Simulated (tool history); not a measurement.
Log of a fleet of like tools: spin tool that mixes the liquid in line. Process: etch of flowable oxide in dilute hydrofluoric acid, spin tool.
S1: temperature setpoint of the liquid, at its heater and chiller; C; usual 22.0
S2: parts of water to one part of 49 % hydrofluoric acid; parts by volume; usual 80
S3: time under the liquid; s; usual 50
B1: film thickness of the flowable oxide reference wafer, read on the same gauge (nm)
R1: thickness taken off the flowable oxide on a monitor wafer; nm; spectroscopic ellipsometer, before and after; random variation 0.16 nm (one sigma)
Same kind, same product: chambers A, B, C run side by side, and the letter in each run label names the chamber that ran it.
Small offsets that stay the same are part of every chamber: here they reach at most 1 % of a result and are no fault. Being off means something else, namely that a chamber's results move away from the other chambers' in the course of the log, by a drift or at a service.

Run 1A, hour 7.0: usual settings; B1 140.01. Result: R1 19.0980 nm.
Run 2B, hour 11.7: usual settings; B1 139.99. Result: R1 19.1340 nm.
Run 3C, hour 16.6: usual settings; B1 139.98. Result: R1 18.7450 nm.
Run 4A, hour 26.5: usual settings; B1 139.97. Result: R1 19.2830 nm.
Run 5B, hour 32.3: usual settings; B1 140.01. Result: R1 18.6340 nm.
Run 6C, hour 38.0: usual settings; B1 139.99. Result: R1 18.9280 nm.
Run 7C, hour 47.5: usual settings but S1 18.0 C, S2 100 parts by volume; B1 139.99. Result: R1 12.6230 nm.
Run 8B, hour 52.2: usual settings but S1 18.0 C, S2 100 parts by volume; B1 139.99. Result: R1 12.3750 nm.
Run 9A, hour 58.2: usual settings but S1 18.0 C, S2 100 parts by volume; B1 139.97. Result: R1 12.6560 nm.
Run 10A, hour 63.3: usual settings; B1 139.99. Result: R1 19.0110 nm.
Run 11B, hour 72.2: usual settings but S1 19.0 C, S3 25 s; B1 139.99. Result: R1 8.4926 nm.
Run 12C, hour 82.1: usual settings but S1 19.0 C, S3 25 s; B1 139.98. Result: R1 8.2355 nm.
Run 13A, hour 88.4: usual settings but S1 19.0 C, S3 25 s; B1 140.00. Result: R1 8.4630 nm.
Run 14B, hour 96.1: usual settings but S1 25.0 C; B1 140.00. Result: R1 21.3410 nm.
Run 15C, hour 105.2: usual settings but S1 25.0 C; B1 140.00. Result: R1 20.9680 nm.
Run 16C, hour 113.4: usual settings but S1 25.0 C; B1 140.01. Result: R1 20.5760 nm.
Run 17B, hour 120.0: usual settings but S1 26.5 C, S2 115 parts by volume; B1 140.05. Result: R1 14.9880 nm.
Run 18A, hour 126.1: usual settings but S1 26.5 C, S2 115 parts by volume; B1 139.97. Result: R1 15.3450 nm.
Run 19C, hour 136.9: usual settings but S1 26.5 C, S2 115 parts by volume; B1 140.00. Result: R1 14.3230 nm.
Run 20A, hour 147.3: usual settings but S1 25.5 C, S2 60 parts by volume; B1 139.95. Result: R1 29.9720 nm.
Run 21B, hour 157.5: usual settings but S1 25.5 C, S2 60 parts by volume; B1 140.02. Result: R1 30.0730 nm.
Run 22A, hour 162.7: usual settings but S1 25.5 C, S2 60 parts by volume; B1 140.05. Result: R1 30.0590 nm.
Run 23C, hour 169.5: usual settings; B1 140.02. Result: R1 17.7250 nm.
At hour 174.9: chamber A: thermometer replaced.
Run 24B, hour 176.9: usual settings but S1 26.5 C; B1 140.00. Result: R1 22.6170 nm.
Run 25C, hour 182.4: usual settings but S1 26.5 C; B1 140.00. Result: R1 21.6310 nm.
Run 26A, hour 188.9: usual settings but S1 26.5 C; B1 139.96. Result: R1 22.3510 nm.
Run 27B, hour 198.2: usual settings; B1 140.01. Result: R1 18.7320 nm.
Run 28A, hour 208.5: usual settings but S3 75 s; B1 140.00. Result: R1 27.8190 nm.
Run 29C, hour 214.9: usual settings but S3 75 s; B1 139.99. Result: R1 26.4030 nm.
Run 30B, hour 220.2: usual settings but S3 75 s; B1 139.99. Result: R1 28.5300 nm.
Run 31B, hour 226.1: usual settings; B1 140.00. Result: R1 19.0300 nm.
Run 32C, hour 232.9: usual settings; B1 140.04. Result: R1 17.2080 nm.
Run 33A, hour 238.6: usual settings; B1 140.02. Result: R1 19.0660 nm.
Run 34A, hour 244.9: usual settings; B1 140.00. Result: R1 18.6590 nm.
Run 35B, hour 250.1: usual settings; B1 140.00. Result: R1 19.1030 nm.
Run 36C, hour 255.1: usual settings; B1 140.00. Result: R1 17.3030 nm.
Run 37C, hour 262.7: usual settings; B1 140.00. Result: R1 17.1370 nm.
Run 38B, hour 268.1: usual settings; B1 139.95. Result: R1 18.7620 nm.
Run 39A, hour 276.6: usual settings; B1 140.04. Result: R1 19.0860 nm.
Run 40A, hour 285.6: usual settings; B1 140.04. Result: R1 18.7000 nm.

Predict what each chamber gives when all 3 of them run the settings below next.
Run 41A, hour 293.4: usual settings. Result: R1 ?.
Run 41B, hour 293.4: usual settings. Result: R1 ?.
Run 41C, hour 293.4: usual settings. Result: R1 ?.

run       R1
41A  18.9650
41B  18.9800
41C  17.1960

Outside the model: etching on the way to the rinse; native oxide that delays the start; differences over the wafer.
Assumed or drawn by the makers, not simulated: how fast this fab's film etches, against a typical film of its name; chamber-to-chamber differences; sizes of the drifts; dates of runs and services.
